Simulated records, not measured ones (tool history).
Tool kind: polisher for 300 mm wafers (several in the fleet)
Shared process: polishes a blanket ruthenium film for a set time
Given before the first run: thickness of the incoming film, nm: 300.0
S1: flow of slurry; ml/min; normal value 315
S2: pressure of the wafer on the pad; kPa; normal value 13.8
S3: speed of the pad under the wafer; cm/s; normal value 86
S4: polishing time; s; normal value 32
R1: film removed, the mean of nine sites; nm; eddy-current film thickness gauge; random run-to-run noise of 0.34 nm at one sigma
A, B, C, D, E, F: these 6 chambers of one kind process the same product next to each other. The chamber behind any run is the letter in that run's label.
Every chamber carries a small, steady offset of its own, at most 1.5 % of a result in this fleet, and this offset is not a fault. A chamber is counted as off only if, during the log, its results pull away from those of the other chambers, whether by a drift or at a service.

Run 1C, hour 15.1: usual settings. Result: R1 28.19 nm.
At hour 28.3: chamber C: worn pad replaced by a new one.
Run 2B, hour 29.1: usual settings. Result: R1 27.771 nm.
Run 3E, hour 35.8: usual settings. Result: R1 27.959 nm.
At hour 36.1: chamber B: worn pad replaced by a new one.
At hour 38.9: chamber E: worn pad replaced by a new one.
At hour 40.8: chamber E: slurry nozzle cleaned.
At hour 42.7: chamber A: worn pad replaced by a new one.
Run 4D, hour 50.7: usual settings. Result: R1 27.464 nm.
Run 5F, hour 61.4: usual settings. Result: R1 27.311 nm.
Run 6A, hour 75.5: usual settings. Result: R1 28.394 nm.
At hour 77.5: chamber F: head pressure recalibrated.
Run 7B, hour 83.4: usual settings. Result: R1 27.124 nm.
Run 8C, hour 95: usual settings but S2 17.2 kPa, S3 108 cm/s. Result: R1 45.111 nm.
At hour 95.1: chamber D: worn pad replaced by a new one.
Run 9E, hour 105.5: usual settings but S2 17.2 kPa, S3 108 cm/s. Result: R1 43.951 nm.
Run 10F, hour 112.7: usual settings but S2 17.2 kPa, S3 108 cm/s. Result: R1 43.469 nm.
At hour 113.6: chamber F: worn pad replaced by a new one.
Run 11A, hour 120.8: usual settings but S2 17.2 kPa, S3 108 cm/s. Result: R1 44.05 nm.
At hour 121.8: chamber B: worn pad replaced by a new one.
At hour 127.8: chamber B: slurry nozzle cleaned.
Run 12D, hour 131.5: usual settings but S2 17.2 kPa, S3 108 cm/s. Result: R1 44.143 nm.
At hour 132.3: chamber E: worn pad replaced by a new one.
At hour 138.6: chamber A: worn pad replaced by a new one.
Run 13A, hour 142.1: usual settings but S2 17.2 kPa, S3 108 cm/s. Result: R1 44.956 nm.
Run 14F, hour 153.1: usual settings. Result: R1 28.341 nm.
Run 15C, hour 159.9: usual settings but S2 16.5 kPa, S3 100 cm/s. Result: R1 41.047 nm.
Run 16B, hour 174: usual settings but S2 16.5 kPa, S3 100 cm/s. Result: R1 38.083 nm.
Run 17D, hour 180.6: usual settings but S2 16.5 kPa, S3 100 cm/s. Result: R1 39.527 nm.
Run 18E, hour 189.5: usual settings but S2 16.5 kPa, S3 100 cm/s. Result: R1 39.236 nm.
At hour 197.6: chamber D: worn pad replaced by a new one.
At hour 199.5: chamber C: worn pad replaced by a new one.
Run 19A, hour 202.7: usual settings but S2 16.5 kPa, S3 100 cm/s. Result: R1 39.542 nm.
Run 20D, hour 209.6: usual settings but S2 16.5 kPa, S3 100 cm/s. Result: R1 39.416 nm.
At hour 217.5: chamber B: worn pad replaced by a new one.
At hour 218.6: chamber A: worn pad replaced by a new one.
Run 21E, hour 224.9: usual settings. Result: R1 27.709 nm.
At hour 226.9: chamber E: worn pad replaced by a new one.
Run 22F, hour 237.8: usual settings. Result: R1 27.662 nm.
Run 23B, hour 248.5: usual settings. Result: R1 27.724 nm.
At hour 249.2: chamber B: head pressure recalibrated.
Run 24C, hour 255.6: usual settings. Result: R1 30.398 nm.
Run 25D, hour 262.9: usual settings but S1 210 ml/min, S4 24 s. Result: R1 19.875 nm.
Run 26B, hour 276.7: usual settings but S1 210 ml/min, S4 24 s. Result: R1 20.321 nm.
At hour 278.8: chamber F: worn pad replaced by a new one.
Run 27A, hour 287.6: usual settings but S1 210 ml/min, S4 24 s. Result: R1 20.118 nm.
At hour 287.7: chamber E: slurry nozzle cleaned.
At hour 297.8: chamber A: worn pad replaced by a new one.
Run 28E, hour 300.5: usual settings but S1 210 ml/min, S4 24 s. Result: R1 20.114 nm.
At hour 308.3: chamber D: worn pad replaced by a new one.
At hour 310.4: chamber E: worn pad replaced by a new one.
Run 29C, hour 311.1: usual settings but S1 210 ml/min, S4 24 s. Result: R1 21.839 nm.
At hour 313.4: chamber E: head pressure recalibrated.
At hour 315.7: chamber B: worn pad replaced by a new one.
Run 30F, hour 318.6: usual settings but S1 210 ml/min, S4 24 s. Result: R1 19.724 nm.
Run 31E, hour 329.5: usual settings. Result: R1 28.071 nm.
Run 32C, hour 337.4: usual settings but S2 15.2 kPa, S3 108 cm/s. Result: R1 41.524 nm.
At hour 347: chamber D: head pressure recalibrated.
Run 33B, hour 352.6: usual settings but S2 15.2 kPa, S3 108 cm/s. Result: R1 39.065 nm.
Run 34D, hour 362.4: usual settings but S2 15.2 kPa, S3 108 cm/s. Result: R1 38.753 nm.
Run 35A, hour 375: usual settings but S2 15.2 kPa, S3 108 cm/s. Result: R1 38.839 nm.
Run 36F, hour 383.6: usual settings but S2 15.2 kPa, S3 108 cm/s. Result: R1 39.12 nm.
At hour 387.1: chamber A: worn pad replaced by a new one.
Run 37D, hour 398.7: usual settings but S2 15.2 kPa, S3 108 cm/s. Result: R1 37.821 nm.
At hour 408.6: chamber E: worn pad replaced by a new one.
Run 38E, hour 411.9: usual settings. Result: R1 27.876 nm.
Run 39A, hour 423.4: usual settings but S1 400 ml/min. Result: R1 28.726 nm.

Is one chamber out of step, is the gauge drifting, or do the chambers differ by no more than their own small offsets? For an off chamber, give its letter and the likeliest cause.

Little by little, chamber C moves away from the other chambers.
Cause: head's pressure above its setpoint, % = 10.4.

Chamber C could run next with any of the 4 candidate recipes listed below; each alters the usual settings, and their results appear as question marks. Which one brings its results back in line with what the other chambers deliver on the usual settings?
Allowed miss from the other chambers' usual-settings mean, per result, to count as in line: R1 1.2 nm
Run 40C-1, hour 434.4: usual settings but S2 15.2 kPa, S3 92 cm/s, S4 34 s. Result: R1 ?.
Run 40C-2, hour 434.4: usual settings but S1 310 ml/min, S2 11 kPa. Result: R1 ?.
Run 40C-3, hour 434.4: usual settings but S2 13.1 kPa, S3 84 cm/s, S4 31 s. Result: R1 ?.
Run 40C-4, hour 434.4: usual settings but S2 14.5 kPa, S3 90 cm/s, S4 33 s. Result: R1 ?.

Average result of the remaining chambers running the usual settings: R1 27.839 nm
  run      R1
40C-1   39.09
40C-2  24.831
40C-3  28.017
40C-4  35.398
With 40C-3, the chamber falls back in line with the rest.
